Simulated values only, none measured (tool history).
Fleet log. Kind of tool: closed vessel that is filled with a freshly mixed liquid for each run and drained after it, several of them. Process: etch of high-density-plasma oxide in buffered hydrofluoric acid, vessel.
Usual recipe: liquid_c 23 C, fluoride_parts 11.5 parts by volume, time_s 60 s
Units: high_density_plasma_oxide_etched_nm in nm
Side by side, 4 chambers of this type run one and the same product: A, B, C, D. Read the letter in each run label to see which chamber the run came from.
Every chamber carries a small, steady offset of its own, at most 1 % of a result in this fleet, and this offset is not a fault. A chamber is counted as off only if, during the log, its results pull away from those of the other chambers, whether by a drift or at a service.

run	hour	liquid_c	fluoride_parts	time_s	read-back film thickness of the high-density-plasma oxide reference wafer, read on the same gauge (nm)	high_density_plasma_oxide_etched_nm
# hour 4.8: chamber A: thermometer replaced
1D	6.3	23	11.5	60	150.05	92.882
2A	13.6	23	11.5	60	150.01	92.476
3B	25.7	23	11.5	60	149.96	93.421
4C	32.6	23	11.5	60	149.96	93.186
5D	40.4	23	11.5	60	149.99	93.543
6B	49.8	23	11.5	60	150.06	95.349
7A	59.4	23	11.5	60	150.01	93.457
8C	68	23	11.5	60	150.02	93.239
9D	77.9	23	11.5	60	149.99	94.543
10A	87.1	23	11.5	60	149.99	91.876
11B	95.1	23	11.5	60	150.05	94.288
12C	103.5	23	15	35	149.99	41.576
13B	110.4	23	15	35	149.98	42.114
14D	121.2	23	15	35	149.97	41.841
15C	127.7	23	15	35	150.06	41.772
16A	137.3	23	11.5	60	149.99	90.772
17C	148.2	23	11.5	60	150	93.023
18A	160.4	23	11.5	60	150.05	90.456
19B	168.1	23	11.5	60	150.03	94.514
20D	177.2	23	11.5	60	149.97	93.659
21D	188.8	23	11.5	60	150	94.053
22B	198.6	23	11.5	60	149.99	94.172
23A	208.1	23	11.5	60	149.98	89.461
24C	215.6	20	11.5	60	149.94	79.787
25B	224.3	20	11.5	60	149.98	81.11
26A	235.2	20	11.5	60	150	74.288
# hour 238.3: chamber B: hydrofluoric acid flow meter replaced
27C	245.2	20	11.5	60	150.01	78.783
# hour 249: chamber D: thermometer replaced
28D	257.3	23	11.5	60	150.02	92.795
29D	264.1	23	11.5	60	150.01	93.845
30A	273.5	23	11.5	60	150.02	86.709
31C	280.2	23	11.5	60	150.01	94.325
32B	287.1	23	11.5	60	149.98	93.728
33A	295	23	16	80	149.97	82.773
34D	305.3	23	16	80	149.97	90.55
35C	314.5	23	16	80	150.01	89.041

Is one chamber off against the others, does the gauge drift, or is nothing wrong? If a chamber is off, say which, and what the likeliest cause is.

Chamber A drifts away from the others.
Cause: hydrofluoric acid flow below the setpoint (%) = 9.09.
The log may not separate it from: liquid colder than its thermometer reads (K).

Chamber A could run next with any of the 4 candidate recipes listed below; each alters the usual settings, and their results appear as question marks. Which one brings its results back in line with what the other chambers deliver on the usual settings?
To be in line, a result may differ from the other chambers' mean on the usual settings by at most: high_density_plasma_oxide_etched_nm 2.3 nm
36A-1	323.2	23.5	11.5	70		?
36A-2	323.2	23	11.5	50		?
36A-3	323.2	23	10.5	60		?
36A-4	323.2	23	11.5	55		?

What the other chambers average on the usual settings: high_density_plasma_oxide_etched_nm 93.727 nm
run	high_density_plasma_oxide_etched_nm
36A-1	102.2
36A-2	71.065
36A-3	93.196
36A-4	78.172
The right change is 36A-3: it brings the chamber back within the allowed miss of the others.
